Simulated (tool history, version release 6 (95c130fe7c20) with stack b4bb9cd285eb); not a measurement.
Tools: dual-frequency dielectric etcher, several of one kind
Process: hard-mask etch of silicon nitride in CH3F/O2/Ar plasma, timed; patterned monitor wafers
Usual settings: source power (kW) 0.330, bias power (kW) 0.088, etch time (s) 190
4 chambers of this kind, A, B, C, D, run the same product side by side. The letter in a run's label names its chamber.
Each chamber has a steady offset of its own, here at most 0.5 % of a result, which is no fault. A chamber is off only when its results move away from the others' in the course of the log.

| run | hour | source power (kW) | bias power (kW) | etch time (s) | hours since the last wet clean | hours since the last source power generator calibration | hours since the last bias power generator calibration | read-back reference wafer on the same gauge, depth_nm | mean etch depth across the wafer (Å) |
|---|---|---|---|---|---|---|---|---|---|
| 1D | 10.0 | 0.330 | 0.088 | 190 | 483.3 | 1689.3 | 965.0 | 138.04 | 1330.9 |
| 2B | 16.8 | 0.330 | 0.088 | 190 | 456.2 | 2396.9 | 2774.0 | 138.12 | 1328.1 |
| 3A | 24.1 | 0.330 | 0.088 | 190 | 283.6 | 1656.8 | 3768.5 | 138.03 | 1322.3 |
| 4C | 28.9 | 0.330 | 0.088 | 190 | 295.4 | 134.5 | 1062.2 | 137.95 | 1321.9 |
| 5A | 35.6 | 0.330 | 0.088 | 190 | 295.1 | 1668.3 | 3780.0 | 138.06 | 1332.2 |
| 6D | 42.5 | 0.330 | 0.088 | 190 | 515.8 | 1721.8 | 997.5 | 138.03 | 1333.5 |
|  | 42.8 | chamber B: wet clean of the chamber |
| 7C | 52.3 | 0.330 | 0.088 | 190 | 318.8 | 157.9 | 1085.6 | 138.00 | 1326.0 |
| 8B | 59.9 | 0.330 | 0.088 | 190 | 17.1 | 2440.0 | 2817.1 | 138.04 | 1327.7 |
| 9C | 64.5 | 0.330 | 0.088 | 190 | 331.0 | 170.1 | 1097.8 | 137.96 | 1320.8 |
| 10D | 71.1 | 0.330 | 0.096 | 190 | 544.4 | 1750.4 | 1026.1 | 137.96 | 1372.1 |
| 11B | 79.6 | 0.330 | 0.096 | 190 | 36.8 | 2459.7 | 2836.8 | 138.07 | 1371.0 |
| 12A | 87.5 | 0.330 | 0.096 | 190 | 347.0 | 1720.2 | 3831.9 | 137.99 | 1370.5 |
|  | 92.2 | chamber A: wet clean of the chamber |
| 13C | 95.4 | 0.330 | 0.096 | 190 | 361.9 | 201.0 | 1128.7 | 138.03 | 1367.0 |
|  | 103.1 | chamber D: wet clean of the chamber |
| 14D | 104.9 | 0.330 | 0.088 | 190 | 1.9 | 1784.2 | 1059.9 | 137.99 | 1324.0 |
| 15A | 109.6 | 0.330 | 0.088 | 190 | 17.5 | 1742.3 | 3854.0 | 137.99 | 1332.0 |
| 16B | 114.9 | 0.330 | 0.088 | 190 | 72.1 | 2495.0 | 2872.1 | 138.00 | 1332.4 |
| 17D | 124.9 | 0.330 | 0.088 | 190 | 21.9 | 1804.2 | 1079.9 | 137.93 | 1334.8 |
| 18C | 130.1 | 0.330 | 0.088 | 190 | 396.6 | 235.7 | 1163.4 | 137.94 | 1318.4 |
| 19A | 135.3 | 0.330 | 0.088 | 190 | 43.2 | 1768.0 | 3879.7 | 138.08 | 1337.0 |
| 20B | 143.7 | 0.330 | 0.088 | 190 | 100.9 | 2523.8 | 2900.9 | 137.95 | 1331.7 |
| 21C | 151.3 | 0.330 | 0.088 | 190 | 417.8 | 256.9 | 1184.6 | 138.02 | 1334.2 |
| 22B | 160.1 | 0.330 | 0.088 | 190 | 117.3 | 2540.2 | 2917.3 | 137.98 | 1332.0 |
|  | 166.1 | chamber B: bias power generator calibrated |
| 23A | 166.4 | 0.330 | 0.088 | 190 | 74.3 | 1799.1 | 3910.8 | 138.02 | 1327.9 |
| 24D | 170.9 | 0.330 | 0.088 | 190 | 67.9 | 1850.2 | 1125.9 | 138.05 | 1334.4 |
| 25A | 178.9 | 0.330 | 0.088 | 190 | 86.8 | 1811.6 | 3923.3 | 138.07 | 1329.6 |
| 26C | 186.8 | 0.330 | 0.076 | 163 | 453.3 | 292.4 | 1220.1 | 138.00 | 1073.9 |
| 27D | 195.1 | 0.330 | 0.076 | 163 | 92.1 | 1874.4 | 1150.1 | 138.06 | 1083.8 |
| 28B | 200.4 | 0.330 | 0.076 | 163 | 157.6 | 2580.5 | 34.3 | 138.00 | 1082.4 |
| 29D | 208.0 | 0.330 | 0.076 | 163 | 105.0 | 1887.3 | 1163.0 | 138.03 | 1083.5 |
| 30A | 214.7 | 0.330 | 0.088 | 190 | 122.6 | 1847.4 | 3959.1 | 137.97 | 1330.4 |
| 31C | 220.1 | 0.330 | 0.088 | 190 | 486.6 | 325.7 | 1253.4 | 138.05 | 1329.9 |
| 32B | 226.6 | 0.330 | 0.088 | 190 | 183.8 | 2606.7 | 60.5 | 138.06 | 1326.1 |

What goes on in this fleet: one chamber off, a drifting gauge, or nothing beyond the chambers' own small offsets? Name the chamber and the cause, if any.

No chamber stands off beyond its own small offset, and the gauge holds steady.
